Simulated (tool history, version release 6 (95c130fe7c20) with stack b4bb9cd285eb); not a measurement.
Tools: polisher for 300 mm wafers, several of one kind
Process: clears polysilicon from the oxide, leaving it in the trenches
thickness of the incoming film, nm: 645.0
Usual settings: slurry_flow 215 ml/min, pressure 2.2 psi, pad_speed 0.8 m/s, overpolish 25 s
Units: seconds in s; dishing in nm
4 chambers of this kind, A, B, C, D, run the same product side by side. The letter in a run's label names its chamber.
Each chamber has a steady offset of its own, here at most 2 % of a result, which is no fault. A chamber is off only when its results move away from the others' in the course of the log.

At hour 1: chamber D: worn pad replaced by a new one.
Run 1C, hour 3.1: usual settings. Result: seconds 80.079 s, dishing 41.171 nm.
Run 2B, hour 7.2: usual settings. Result: seconds 80.834 s, dishing 40.179 nm.
Run 3D, hour 9.6: usual settings. Result: seconds 79.262 s, dishing 39.118 nm.
Run 4A, hour 14: usual settings. Result: seconds 82.305 s, dishing 39.693 nm.
Run 5A, hour 16.5: usual settings. Result: seconds 82.095 s, dishing 40.925 nm.
Run 6C, hour 20.3: usual settings. Result: seconds 83.618 s, dishing 41.565 nm.
Run 7B, hour 22.6: usual settings. Result: seconds 83.638 s, dishing 40.975 nm.
Run 8D, hour 26: usual settings. Result: seconds 81.059 s, dishing 41.224 nm.
At hour 27.2: chamber B: worn pad replaced by a new one.
Run 9D, hour 29.4: usual settings. Result: seconds 79.984 s, dishing 39.815 nm.
At hour 33: chamber A: head pressure recalibrated.
Run 10A, hour 33.5: usual settings. Result: seconds 83.419 s, dishing 40.967 nm.
Run 11B, hour 36.8: usual settings. Result: seconds 80.187 s, dishing 41.396 nm.
At hour 37.1: chamber C: worn pad replaced by a new one.
Run 12C, hour 40.7: usual settings. Result: seconds 81.74 s, dishing 42.12 nm.
At hour 41.6: chamber B: head pressure recalibrated.
Run 13A, hour 44.6: usual settings but overpolish 39 s. Result: seconds 82.693 s, dishing 39.457 nm.
Run 14D, hour 48.9: usual settings but overpolish 39 s. Result: seconds 82.596 s, dishing 42.73 nm.
At hour 49.7: chamber D: worn pad replaced by a new one.
Run 15B, hour 52: usual settings but overpolish 39 s. Result: seconds 84.272 s, dishing 41.39 nm.
Run 16C, hour 56.4: usual settings but overpolish 39 s. Result: seconds 82.396 s, dishing 40.221 nm.
Run 17C, hour 59.3: usual settings. Result: seconds 83.648 s, dishing 40.352 nm.
Run 18A, hour 63.1: usual settings. Result: seconds 80.728 s, dishing 40.674 nm.
Run 19B, hour 67.4: usual settings. Result: seconds 77.251 s, dishing 38.702 nm.
Run 20D, hour 70.4: usual settings. Result: seconds 83.496 s, dishing 40.331 nm.
Run 21B, hour 74.6: usual settings but pressure 1.5 psi. Result: seconds 119.02 s, dishing 39.014 nm.
Run 22A, hour 76.6: usual settings but pressure 1.5 psi. Result: seconds 121.89 s, dishing 39.514 nm.
Run 23D, hour 80.2: usual settings but pressure 1.5 psi. Result: seconds 116.99 s, dishing 42.188 nm.
At hour 80.6: chamber B: worn pad replaced by a new one.
At hour 82.1: chamber A: worn pad replaced by a new one.
Run 24C, hour 82.6: usual settings but pressure 1.5 psi. Result: seconds 117.58 s, dishing 40.176 nm.
Run 25C, hour 85.8: usual settings but slurry_flow 185 ml/min. Result: seconds 79.442 s, dishing 42.41 nm.
Run 26A, hour 89: usual settings but slurry_flow 185 ml/min. Result: seconds 83.966 s, dishing 39.063 nm.
Run 27D, hour 91.1: usual settings but slurry_flow 185 ml/min. Result: seconds 84.087 s, dishing 40.087 nm.
Run 28B, hour 94.8: usual settings but slurry_flow 185 ml/min. Result: seconds 84.043 s, dishing 39.741 nm.
Run 29A, hour 96.9: usual settings. Result: seconds 81.371 s, dishing 41.081 nm.
Run 30C, hour 101.1: usual settings. Result: seconds 79.607 s, dishing 40.768 nm.
At hour 102.9: chamber D: worn pad replaced by a new one.
Run 31B, hour 104.8: usual settings. Result: seconds 80.303 s, dishing 42.326 nm.
Run 32D, hour 106.9: usual settings but slurry_flow 285 ml/min, overpolish 13 s. Result: seconds 80.627 s, dishing 36.277 nm.
Run 33B, hour 111.2: usual settings but slurry_flow 285 ml/min, overpolish 13 s. Result: seconds 76.2 s, dishing 38.619 nm.
Run 34A, hour 115.7: usual settings but slurry_flow 285 ml/min, overpolish 13 s. Result: seconds 79.095 s, dishing 37.421 nm.
Run 35C, hour 119.9: usual settings but slurry_flow 285 ml/min, overpolish 13 s. Result: seconds 79.601 s, dishing 38.573 nm.
Run 36D, hour 121.9: usual settings. Result: seconds 81.813 s, dishing 41.106 nm.
Run 37C, hour 124.1: usual settings. Result: seconds 84.264 s, dishing 38.627 nm.

Is one chamber off against the others, does the gauge drift, or is nothing wrong? If a chamber is off, say which, and what the likeliest cause is.

No chamber stands off beyond its own small offset, and the gauge holds steady.
